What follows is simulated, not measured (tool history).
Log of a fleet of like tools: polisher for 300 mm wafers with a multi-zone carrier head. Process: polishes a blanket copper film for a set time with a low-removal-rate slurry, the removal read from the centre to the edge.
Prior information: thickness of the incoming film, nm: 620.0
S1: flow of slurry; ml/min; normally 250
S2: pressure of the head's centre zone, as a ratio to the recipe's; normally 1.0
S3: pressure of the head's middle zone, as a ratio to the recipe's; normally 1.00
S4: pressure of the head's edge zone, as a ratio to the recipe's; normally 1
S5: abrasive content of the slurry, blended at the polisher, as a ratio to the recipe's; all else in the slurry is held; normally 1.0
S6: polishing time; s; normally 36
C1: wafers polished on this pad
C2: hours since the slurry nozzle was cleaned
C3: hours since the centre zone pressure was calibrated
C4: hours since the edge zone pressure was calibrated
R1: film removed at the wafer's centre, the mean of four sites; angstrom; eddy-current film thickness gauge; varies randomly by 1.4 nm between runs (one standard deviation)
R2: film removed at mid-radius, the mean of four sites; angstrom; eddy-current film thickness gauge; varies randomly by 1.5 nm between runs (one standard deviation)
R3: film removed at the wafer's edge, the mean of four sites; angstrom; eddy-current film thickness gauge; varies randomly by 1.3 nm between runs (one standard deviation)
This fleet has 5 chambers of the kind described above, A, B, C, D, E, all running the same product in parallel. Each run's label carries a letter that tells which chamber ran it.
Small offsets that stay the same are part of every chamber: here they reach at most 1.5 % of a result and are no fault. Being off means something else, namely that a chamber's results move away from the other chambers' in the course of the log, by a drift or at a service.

run,hour,S1,S2,S3,S4,S5,S6,C1,C2,C3,C4,R1,R2,R3
# hour 2.7: chamber C: worn pad replaced by a new one
1D,5.5,250,1.0,1.00,1,1.0,36,766,64.7,1196.4,240.7,1310.6,1301.2,1287.2
2C,10.6,250,1.0,1.00,1,1.0,36,131,327.6,173.2,188.4,1251.7,1276.9,1287.9
# hour 12.8: chamber B: worn pad replaced by a new one
3A,13.8,250,1.0,1.00,1,1.0,36,637,59.5,77.3,394.0,1283.1,1288.1,1315.7
4B,17.4,250,1.0,1.00,1,1.0,36,77,373.7,182.0,23.9,1308.0,1311.8,1300.1
5E,21.8,250,1.0,1.00,1,1.0,36,543,57.6,253.6,1038.4,1325.6,1285.2,1285.2
# hour 22.9: chamber D: worn pad replaced by a new one
6A,25.8,250,0.9,1.05,1,1.0,36,836,71.5,89.3,406.0,1130.2,1360.3,1291.8
7E,29.8,250,0.9,1.05,1,1.0,36,676,65.6,261.6,1046.4,1168.1,1326.1,1295.2
8D,35.4,250,0.9,1.05,1,1.0,36,209,94.6,1226.3,270.6,1144.1,1347.5,1293.6
9C,38.8,250,0.9,1.05,1,1.0,36,599,355.8,201.4,216.6,1137.6,1336.1,1270.5
10B,43.1,250,0.9,1.05,1,1.0,36,504,399.4,207.7,49.6,1130.2,1356.2,1283.3
11C,48.1,250,1.0,1.00,1,1.0,36,753,365.1,210.7,225.9,1313.6,1271.7,1258.3
12D,51.3,250,1.0,1.00,1,1.0,36,472,110.5,1242.2,286.5,1311.5,1302.7,1309.8
# hour 54.7: chamber C: worn pad replaced by a new one
13B,56.6,250,1.0,1.00,1,1.0,36,728,412.9,221.2,63.1,1261.8,1316.5,1286.1
# hour 58.0: chamber A: worn pad replaced by a new one
14E,61.0,250,1.0,1.00,1,1.0,36,1193,96.8,292.8,1077.6,1309.9,1278.1,1296.6
# hour 63.0: chamber C: slurry nozzle cleaned
# hour 63.5: chamber E: worn pad replaced by a new one
15A,63.9,190,1.0,1.00,1,1.0,36,99,109.6,127.4,444.1,1239.4,1230.3,1266.9
16E,67.3,190,1.0,1.00,1,1.0,36,63,103.1,299.1,1083.9,1247.7,1235.7,1240.1
17A,72.9,190,1.0,1.00,1,1.0,36,248,118.6,136.4,453.1,1235.6,1227.3,1275.1
# hour 73.4: chamber D: worn pad replaced by a new one
# hour 75.8: chamber B: worn pad replaced by a new one
18C,76.5,190,1.0,1.00,1,1.0,36,363,13.6,239.1,254.3,1234.5,1226.9,1245.3
# hour 76.9: chamber D: centre zone pressure recalibrated
19D,79.9,190,1.0,1.00,1,1.0,36,108,139.1,3.0,315.1,1243.6,1243.7,1265.9
20B,83.0,250,1.0,1.00,1,1.0,36,120,439.3,247.6,89.5,1221.8,1301.5,1277.4
21E,85.5,250,1.0,1.00,1,1.0,36,365,121.3,317.3,1102.1,1316.7,1283.3,1261.7
22C,88.6,250,1.0,1.00,1,1.0,36,563,25.7,251.2,266.4,1255.7,1293.3,1280.3
23B,93.4,250,1.0,1.00,1,1.0,36,293,449.7,258.0,99.9,1182.0,1285.2,1303.9
24A,96.2,250,1.0,1.00,1,1.0,36,635,141.9,159.7,476.4,1288.5,1279.1,1286.5
# hour 97.1: chamber C: worn pad replaced by a new one
25D,100.3,250,1.0,1.00,1,1.0,36,447,159.5,23.4,335.5,1307.6,1326.4,1313.2
26C,105.3,250,1.0,1.00,1,1.0,36,137,42.4,267.9,283.1,1294.8,1289.2,1288.4
27E,108.7,250,1.0,1.00,1,1.0,36,751,144.5,340.5,1125.3,1316.3,1278.8,1270.1
# hour 112.4: chamber E: centre zone pressure recalibrated
28D,112.7,250,1.0,1.00,1,1.0,36,652,171.9,35.8,347.9,1297.4,1292.6,1307.8
29B,116.3,250,1.0,1.00,1,1.0,36,673,472.6,280.9,122.8,1218.7,1323.8,1276.2
30A,121.4,250,1.0,1.00,1,1.1,36,1053,167.1,184.9,501.6,1324.3,1331.0,1343.9
31A,126.7,250,1.0,1.00,1,1.1,36,1141,172.4,190.2,506.9,1336.8,1331.9,1335.0
32C,131.6,250,1.0,1.00,1,1.1,36,574,68.7,294.2,309.4,1318.1,1291.5,1306.0
33E,136.8,250,1.0,1.00,1,1.1,36,1217,172.6,24.5,1153.4,1335.3,1300.3,1302.9
# hour 138.5: chamber D: worn pad replaced by a new one
34B,140.2,250,1.0,1.00,1,1.1,36,1069,496.5,304.8,146.7,1210.8,1336.7,1328.3
# hour 140.8: chamber C: worn pad replaced by a new one
35D,145.5,250,1.0,1.00,1,1.0,36,116,204.7,68.6,380.7,1314.0,1299.0,1315.3
# hour 146.0: chamber E: worn pad replaced by a new one
# hour 147.3: chamber B: worn pad replaced by a new one
# hour 148.6: chamber A: worn pad replaced by a new one
36E,150.5,250,1.0,1.00,1,1.0,36,75,186.3,38.2,1167.1,1294.8,1282.4,1264.4
37B,155.6,250,1.0,1.00,1,1.0,36,139,511.9,320.2,162.1,1148.6,1304.4,1267.0
38C,159.7,250,1.0,1.00,1,1.0,36,313,96.8,322.3,337.5,1287.0,1290.6,1262.7
39A,162.4,250,1.0,1.00,1,1.0,36,230,208.1,225.9,542.6,1284.6,1310.8,1294.6

The same settings go to every chamber for the next run, one line per chamber below. Forecast the results for each:
40A,166.4,250,1.0,0.95,1,1.0,36,,,,,?,?,?
40B,166.4,250,1.0,0.95,1,1.0,36,,,,,?,?,?
40C,166.4,250,1.0,0.95,1,1.0,36,,,,,?,?,?
40D,166.4,250,1.0,0.95,1,1.0,36,,,,,?,?,?
40E,166.4,250,1.0,0.95,1,1.0,36,,,,,?,?,?

run,R1,R2,R3
40A,1249.8,1206.9,1290.2
40B,1151.3,1245.9,1270.3
40C,1265.7,1245.7,1282.3
40D,1289.2,1239.9,1332.9
40E,1278.5,1227.2,1281.0

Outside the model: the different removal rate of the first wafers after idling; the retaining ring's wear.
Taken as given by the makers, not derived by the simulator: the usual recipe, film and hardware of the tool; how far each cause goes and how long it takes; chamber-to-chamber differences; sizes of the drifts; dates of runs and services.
